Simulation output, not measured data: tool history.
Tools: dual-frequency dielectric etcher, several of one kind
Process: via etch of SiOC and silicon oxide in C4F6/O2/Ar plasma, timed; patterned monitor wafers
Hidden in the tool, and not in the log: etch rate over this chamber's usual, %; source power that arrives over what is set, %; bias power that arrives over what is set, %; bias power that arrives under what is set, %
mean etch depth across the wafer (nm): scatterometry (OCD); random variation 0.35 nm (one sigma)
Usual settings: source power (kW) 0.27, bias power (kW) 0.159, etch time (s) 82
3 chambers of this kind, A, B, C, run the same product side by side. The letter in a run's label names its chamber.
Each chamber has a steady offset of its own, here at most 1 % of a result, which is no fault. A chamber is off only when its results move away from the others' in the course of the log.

| run | hour | source power (kW) | bias power (kW) | etch time (s) | hours since the last wet clean | hours since the last source power generator calibration | hours since the last bias power generator calibration | read-back reference wafer on the same gauge, depth_nm | mean etch depth across the wafer (nm) |
|---|---|---|---|---|---|---|---|---|---|
| 1C | 8.4 | 0.27 | 0.159 | 82 | 319.8 | 1793.1 | 337.2 | 80.684 | 76.646 |
| 2B | 15.3 | 0.27 | 0.159 | 82 | 261.9 | 725.1 | 380.9 | 80.787 | 75.796 |
| 3A | 24.4 | 0.27 | 0.159 | 82 | 404.4 | 2000.1 | 2124.5 | 80.695 | 76.496 |
| 4B | 36.8 | 0.27 | 0.159 | 82 | 283.4 | 746.6 | 402.4 | 80.692 | 76.075 |
| 5A | 51.2 | 0.27 | 0.159 | 82 | 431.2 | 2026.9 | 2151.3 | 80.752 | 76.508 |
|  | 56.7 | chamber A: wet clean of the chamber |
| 6C | 59.8 | 0.27 | 0.159 | 82 | 371.2 | 1844.5 | 388.6 | 80.727 | 76.638 |
| 7B | 67.5 | 0.27 | 0.159 | 82 | 314.1 | 777.3 | 433.1 | 80.588 | 76.545 |
| 8A | 73.9 | 0.27 | 0.159 | 82 | 17.3 | 2049.6 | 2174 | 80.77 | 76.853 |
| 9C | 87.9 | 0.27 | 0.159 | 82 | 399.3 | 1872.6 | 416.7 | 80.672 | 77.022 |
| 10C | 95.2 | 0.27 | 0.159 | 82 | 406.6 | 1879.9 | 424 | 80.724 | 76.35 |
| 11A | 102.4 | 0.27 | 0.159 | 82 | 45.8 | 2078.1 | 2202.5 | 80.706 | 76.24 |
| 12B | 112.8 | 0.27 | 0.159 | 82 | 359.4 | 822.6 | 478.4 | 80.713 | 76.406 |
| 13C | 120 | 0.27 | 0.159 | 82 | 431.4 | 1904.7 | 448.8 | 80.689 | 76.767 |
| 14B | 134.2 | 0.27 | 0.159 | 82 | 380.8 | 844 | 499.8 | 80.665 | 77.375 |
| 15A | 146 | 0.27 | 0.159 | 82 | 89.4 | 2121.7 | 2246.1 | 80.756 | 76.667 |
|  | 151.2 | chamber C: wet clean of the chamber |
| 16B | 157 | 0.27 | 0.159 | 82 | 403.6 | 866.8 | 522.6 | 80.666 | 77.737 |
| 17A | 167.7 | 0.27 | 0.159 | 82 | 111.1 | 2143.4 | 2267.8 | 80.673 | 76.75 |
| 18C | 176.7 | 0.27 | 0.159 | 82 | 25.6 | 1961.4 | 505.5 | 80.667 | 76.76 |
| 19C | 185.9 | 0.27 | 0.159 | 82 | 34.8 | 1970.6 | 514.7 | 80.582 | 76.512 |
| 20A | 198.2 | 0.27 | 0.159 | 82 | 141.6 | 2173.9 | 2298.3 | 80.718 | 76.494 |
| 21B | 212 | 0.27 | 0.159 | 82 | 458.6 | 921.8 | 577.6 | 80.62 | 79.071 |
| 22C | 218.9 | 0.27 | 0.159 | 82 | 67.8 | 2003.6 | 547.7 | 80.697 | 76.288 |
| 23B | 231.2 | 0.3 | 0.159 | 99 | 477.8 | 941 | 596.8 | 80.704 | 98.906 |
| 24A | 240.6 | 0.3 | 0.159 | 99 | 184 | 2216.3 | 2340.7 | 80.702 | 96.436 |
| 25C | 248 | 0.3 | 0.159 | 99 | 96.9 | 2032.7 | 576.8 | 80.652 | 96.846 |

Next, every chamber runs the same settings. What will each give?
| 26A | 258.3 | 0.27 | 0.159 | 59.5 |  |  |  |  | ? |
| 26B | 258.3 | 0.27 | 0.159 | 59.5 |  |  |  |  | ? |
| 26C | 258.3 | 0.27 | 0.159 | 59.5 |  |  |  |  | ? |

| run | mean etch depth across the wafer (nm) |
|---|---|
| 26A | 55.204 |
| 26B | 57.574 |
| 26C | 55.553 |

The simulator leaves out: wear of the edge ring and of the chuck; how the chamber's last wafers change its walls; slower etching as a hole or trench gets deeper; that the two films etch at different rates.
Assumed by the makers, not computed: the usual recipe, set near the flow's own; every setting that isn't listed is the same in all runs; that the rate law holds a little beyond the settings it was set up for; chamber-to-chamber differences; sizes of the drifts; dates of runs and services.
